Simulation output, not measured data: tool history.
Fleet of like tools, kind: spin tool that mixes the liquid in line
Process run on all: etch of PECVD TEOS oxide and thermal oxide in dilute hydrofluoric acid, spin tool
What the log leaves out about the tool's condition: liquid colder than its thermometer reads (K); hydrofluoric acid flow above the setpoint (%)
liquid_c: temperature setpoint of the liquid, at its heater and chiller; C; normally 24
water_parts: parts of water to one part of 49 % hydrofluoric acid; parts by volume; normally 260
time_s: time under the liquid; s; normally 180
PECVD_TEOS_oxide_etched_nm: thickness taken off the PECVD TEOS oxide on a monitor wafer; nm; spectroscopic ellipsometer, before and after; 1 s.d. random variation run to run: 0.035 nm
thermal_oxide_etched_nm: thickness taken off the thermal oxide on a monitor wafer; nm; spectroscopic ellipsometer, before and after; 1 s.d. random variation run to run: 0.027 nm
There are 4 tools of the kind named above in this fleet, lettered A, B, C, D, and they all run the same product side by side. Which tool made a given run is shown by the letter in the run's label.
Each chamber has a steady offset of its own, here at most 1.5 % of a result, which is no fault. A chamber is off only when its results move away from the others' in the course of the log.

run	hour	liquid_c	water_parts	time_s	hours since the thermometer was replaced	hours since the hydrofluoric acid flow meter was replaced	read-back film thickness of the PECVD TEOS oxide reference wafer, read on the same gauge (nm)	read-back film thickness of the thermal oxide reference wafer, read on the same gauge (nm)	PECVD_TEOS_oxide_etched_nm	thermal_oxide_etched_nm
1A	10.2	24	260	180	357.1	411.7	29.975	120	5.1325	2.7489
2C	16.7	24	260	180	2066.5	1250.4	30.016	120.04	5.1976	2.7595
3D	26.5	24	260	180	979.2	732.8	29.987	120.01	5.2532	2.6921
4B	38	24	260	180	616.8	238	29.982	120.03	5.1438	2.7484
# hour 39.4: chamber D: thermometer replaced
5B	43.5	20	260	225	622.3	243.5	30.032	119.95	5.582	2.9672
6C	55.5	20	260	225	2105.3	1289.2	30.006	119.95	5.7328	2.9512
7D	64.1	20	260	225	24.8	770.4	29.988	120	5.6927	2.8937
8A	72.2	20	260	225	419.1	473.7	29.99	120.03	5.5646	3.0435
9B	77.6	24	260	180	656.4	277.6	29.997	120.02	5.1932	2.7362
10A	84.8	24	260	180	431.7	486.3	30.007	119.98	5.1823	2.7502
11C	94.3	24	260	180	2144.1	1328	30.016	120.03	5.339	2.8488
12D	106.2	24	260	180	66.9	812.5	30.01	120.04	5.2997	2.7062
13C	113.7	24	260	180	2163.5	1347.4	30.001	119.97	5.451	2.8483
14A	120.1	24	260	180	467	521.6	30.013	120.01	5.1565	2.7812
15B	129.8	24	260	180	708.6	329.8	29.989	120	5.1824	2.6732
16D	139	24	260	180	99.7	845.3	29.987	120.06	5.241	2.7306
17A	148.4	24	260	180	495.3	549.9	29.999	120.04	5.1454	2.7707
18D	159.7	24	260	180	120.4	866	30.007	119.98	5.3092	2.7219
19B	171.7	24	260	180	750.5	371.7	30.014	120.02	5.1813	2.7174
20C	183.2	24	260	180	2233	1416.9	29.991	119.98	5.6453	2.9658
21D	191.3	24	260	180	152	897.6	30.004	120	5.2003	2.7136
22B	198.1	24	260	180	776.9	398.1	30.006	120.01	5.175	2.712
23A	209.5	24	260	180	556.4	611	30.002	119.99	5.1653	2.7422
24C	218.5	24	260	180	2268.3	1452.2	30.018	120.02	5.7026	2.9387
25C	229.3	24	260	180	2279.1	1463	30	120.02	5.7077	2.9715

Each of the 4 chambers runs these same settings next. Fill in every chamber's results:
26A	238	24	260	180					?	?
26B	238	24	260	180					?	?
26C	238	24	260	180					?	?
26D	238	24	260	180					?	?

run	PECVD_TEOS_oxide_etched_nm	thermal_oxide_etched_nm
26A	5.1833	2.7668
26B	5.1997	2.7548
26C	5.7535	3.0728
26D	5.1837	2.7097

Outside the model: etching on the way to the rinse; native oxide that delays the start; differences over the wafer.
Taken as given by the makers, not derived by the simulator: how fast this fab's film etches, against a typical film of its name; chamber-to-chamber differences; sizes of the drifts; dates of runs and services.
